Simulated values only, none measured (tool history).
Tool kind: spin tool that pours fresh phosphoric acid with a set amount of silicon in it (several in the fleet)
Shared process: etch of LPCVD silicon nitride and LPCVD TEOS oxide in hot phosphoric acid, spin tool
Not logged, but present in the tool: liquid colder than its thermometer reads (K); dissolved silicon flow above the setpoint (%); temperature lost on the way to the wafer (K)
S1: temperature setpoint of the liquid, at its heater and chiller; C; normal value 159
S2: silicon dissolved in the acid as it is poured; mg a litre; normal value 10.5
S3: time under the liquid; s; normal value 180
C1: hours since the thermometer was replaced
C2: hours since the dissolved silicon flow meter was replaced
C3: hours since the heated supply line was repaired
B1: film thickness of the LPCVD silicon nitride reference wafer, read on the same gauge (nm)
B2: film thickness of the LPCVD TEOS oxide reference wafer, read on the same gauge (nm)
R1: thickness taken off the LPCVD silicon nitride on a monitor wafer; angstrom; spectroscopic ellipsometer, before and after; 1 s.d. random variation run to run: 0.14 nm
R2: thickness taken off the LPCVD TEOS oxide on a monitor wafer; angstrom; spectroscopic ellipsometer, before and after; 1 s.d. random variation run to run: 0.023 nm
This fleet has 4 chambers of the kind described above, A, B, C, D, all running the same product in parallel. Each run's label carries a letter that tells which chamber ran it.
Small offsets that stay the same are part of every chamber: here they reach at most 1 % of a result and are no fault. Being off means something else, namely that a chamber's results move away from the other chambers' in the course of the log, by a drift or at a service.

run 1C hour=2.8 | S1=159 S2=10.5 S3=180 | C1=775.3 C2=1034.8 C3=1993.3 | B1=60.020 B2=120.00 | R1=156.94 R2=2.9532
run 2A hour=5.5 | S1=159 S2=10.5 S3=180 | C1=236.7 C2=772.0 C3=226.8 | B1=59.986 B2=120.02 | R1=154.78 R2=2.5998
run 3D hour=8.9 | S1=159 S2=10.5 S3=180 | C1=1265.3 C2=609.0 C3=2939.6 | B1=59.992 B2=120.00 | R1=158.22 R2=2.9668
run 4B hour=11.1 | S1=159 S2=10.5 S3=180 | C1=1127.6 C2=102.6 C3=1606.0 | B1=60.006 B2=120.01 | R1=155.42 R2=2.8062
run 5A hour=13.8 | S1=159 S2=10.5 S3=180 | C1=245.0 C2=780.3 C3=235.1 | B1=60.000 B2=120.01 | R1=155.15 R2=2.8277
run 6D hour=17.4 | S1=159 S2=10.5 S3=180 | C1=1273.8 C2=617.5 C3=2948.1 | B1=59.991 B2=119.99 | R1=156.48 R2=2.8949
run 7C hour=20.5 | S1=160 S2=10.5 S3=180 | C1=793.0 C2=1052.5 C3=2011.0 | B1=60.003 B2=120.01 | R1=164.07 R2=2.8682
run 8B hour=23.5 | S1=160 S2=10.5 S3=180 | C1=1140.0 C2=115.0 C3=1618.4 | B1=59.991 B2=119.97 | R1=162.39 R2=2.8033
run 9D hour=27.3 | S1=160 S2=10.5 S3=180 | C1=1283.7 C2=627.4 C3=2958.0 | B1=60.012 B2=119.99 | R1=160.20 R2=2.8871
run 10C hour=29.4 | S1=160 S2=10.5 S3=180 | C1=801.9 C2=1061.4 C3=2019.9 | B1=60.000 B2=120.03 | R1=162.41 R2=3.1573
run 11A hour=32.5 | S1=159 S2=10.5 S3=180 | C1=263.7 C2=799.0 C3=253.8 | B1=60.014 B2=120.04 | R1=156.57 R2=2.8772
run 12B hour=35.1 | S1=159 S2=10.5 S3=180 | C1=1151.6 C2=126.6 C3=1630.0 | B1=59.983 B2=120.00 | R1=154.49 R2=2.8980
run 13A hour=39.2 | S1=159 S2=10.5 S3=180 | C1=270.4 C2=805.7 C3=260.5 | B1=60.001 B2=120.03 | R1=156.06 R2=3.3218
run 14D hour=41.7 | S1=157 S2=14.0 S3=180 | C1=1298.1 C2=641.8 C3=2972.4 | B1=60.006 B2=119.97 | R1=147.55 R2=2.2214
run 15C hour=46.2 | S1=157 S2=14.0 S3=180 | C1=818.7 C2=1078.2 C3=2036.7 | B1=60.004 B2=119.99 | R1=149.88 R2=2.4095
run 16B hour=50.6 | S1=157 S2=14.0 S3=180 | C1=1167.1 C2=142.1 C3=1645.5 | B1=60.024 B2=120.00 | R1=143.73 R2=2.5132
run 17C hour=53.5 | S1=157 S2=14.0 S3=180 | C1=826.0 C2=1085.5 C3=2044.0 | B1=59.997 B2=120.02 | R1=146.77 R2=2.3421
run 18B hour=56.7 | S1=159 S2=10.5 S3=180 | C1=1173.2 C2=148.2 C3=1651.6 | B1=60.021 B2=120.03 | R1=154.26 R2=2.6067
run 19A hour=61.1 | S1=159 S2=7.0 S3=180 | C1=292.3 C2=827.6 C3=282.4 | B1=60.005 B2=120.01 | R1=156.02 R2=3.0806
run 20D hour=64.1 | S1=159 S2=7.0 S3=180 | C1=1320.5 C2=664.2 C3=2994.8 | B1=59.999 B2=120.05 | R1=156.29 R2=3.0547
run 21B hour=68.8 | S1=159 S2=7.0 S3=180 | C1=1185.3 C2=160.3 C3=1663.7 | B1=60.007 B2=119.98 | R1=155.89 R2=3.2031
run 22D hour=71.8 | S1=159 S2=7.0 S3=180 | C1=1328.2 C2=671.9 C3=3002.5 | B1=59.994 B2=119.99 | R1=154.52 R2=3.1938
run 23C hour=75.7 | S1=159 S2=10.5 S3=180 | C1=848.2 C2=1107.7 C3=2066.2 | B1=60.005 B2=119.99 | R1=156.37 R2=2.6046
run 24A hour=80.3 | S1=159 S2=10.5 S3=180 | C1=311.5 C2=846.8 C3=301.6 | B1=60.016 B2=119.99 | R1=154.59 R2=2.6815
run 25B hour=83.6 | S1=159 S2=10.5 S3=180 | C1=1200.1 C2=175.1 C3=1678.5 | B1=59.985 B2=119.99 | R1=155.71 R2=2.6402
run 26A hour=87.8 | S1=159 S2=10.5 S3=270 | C1=319.0 C2=854.3 C3=309.1 | B1=59.999 B2=120.02 | R1=230.37 R2=5.0363
run 27D hour=91.3 | S1=159 S2=10.5 S3=270 | C1=1347.7 C2=691.4 C3=3022.0 | B1=60.016 B2=120.01 | R1=237.59 R2=4.0333
run 28C hour=94.0 | S1=159 S2=10.5 S3=270 | C1=866.5 C2=1126.0 C3=2084.5 | B1=59.998 B2=120.04 | R1=234.69 R2=4.2183
run 29D hour=98.3 | S1=159 S2=10.5 S3=270 | C1=1354.7 C2=698.4 C3=3029.0 | B1=59.993 B2=120.01 | R1=229.57 R2=3.3027
run 30C hour=101.5 | S1=159 S2=10.5 S3=180 | C1=874.0 C2=1133.5 C3=2092.0 | B1=59.996 B2=120.02 | R1=157.00 R2=2.5300
run 31B hour=106.2 | S1=159 S2=3.0 S3=180 | C1=1222.7 C2=197.7 C3=1701.1 | B1=60.001 B2=120.03 | R1=156.98 R2=3.2091
-- hour=109.4 chamber A: dissolved silicon flow meter replaced
run 32A hour=110.5 | S1=159 S2=3.0 S3=180 | C1=341.7 C2=1.1 C3=331.8 | B1=60.000 B2=120.03 | R1=154.77 R2=3.6283
run 33C hour=113.8 | S1=159 S2=3.0 S3=180 | C1=886.3 C2=1145.8 C3=2104.3 | B1=59.994 B2=120.01 | R1=155.52 R2=3.2470
run 34D hour=116.7 | S1=159 S2=3.0 S3=180 | C1=1373.1 C2=716.8 C3=3047.4 | B1=59.996 B2=119.96 | R1=157.72 R2=3.6445
run 35B hour=121.3 | S1=159 S2=10.5 S3=180 | C1=1237.8 C2=212.8 C3=1716.2 | B1=59.989 B2=119.99 | R1=153.38 R2=2.9970
run 36A hour=125.7 | S1=159 S2=10.5 S3=180 | C1=356.9 C2=16.3 C3=347.0 | B1=59.981 B2=119.98 | R1=155.09 R2=2.8550
run 37A hour=128.5 | S1=159 S2=10.5 S3=180 | C1=359.7 C2=19.1 C3=349.8 | B1=60.015 B2=120.00 | R1=156.47 R2=2.7876
run 38D hour=132.2 | S1=159 S2=10.5 S3=180 | C1=1388.6 C2=732.3 C3=3062.9 | B1=59.994 B2=120.01 | R1=157.54 R2=3.1717
run 39B hour=136.8 | S1=159 S2=10.5 S3=180 | C1=1253.3 C2=228.3 C3=1731.7 | B1=59.990 B2=120.00 | R1=155.53 R2=2.2434

Is one chamber off against the others, does the gauge drift, or is nothing wrong? If a chamber is off, say which, and what the likeliest cause is.

Neither any chamber nor the gauge drifts; the chambers differ only by their own small, steady offsets.
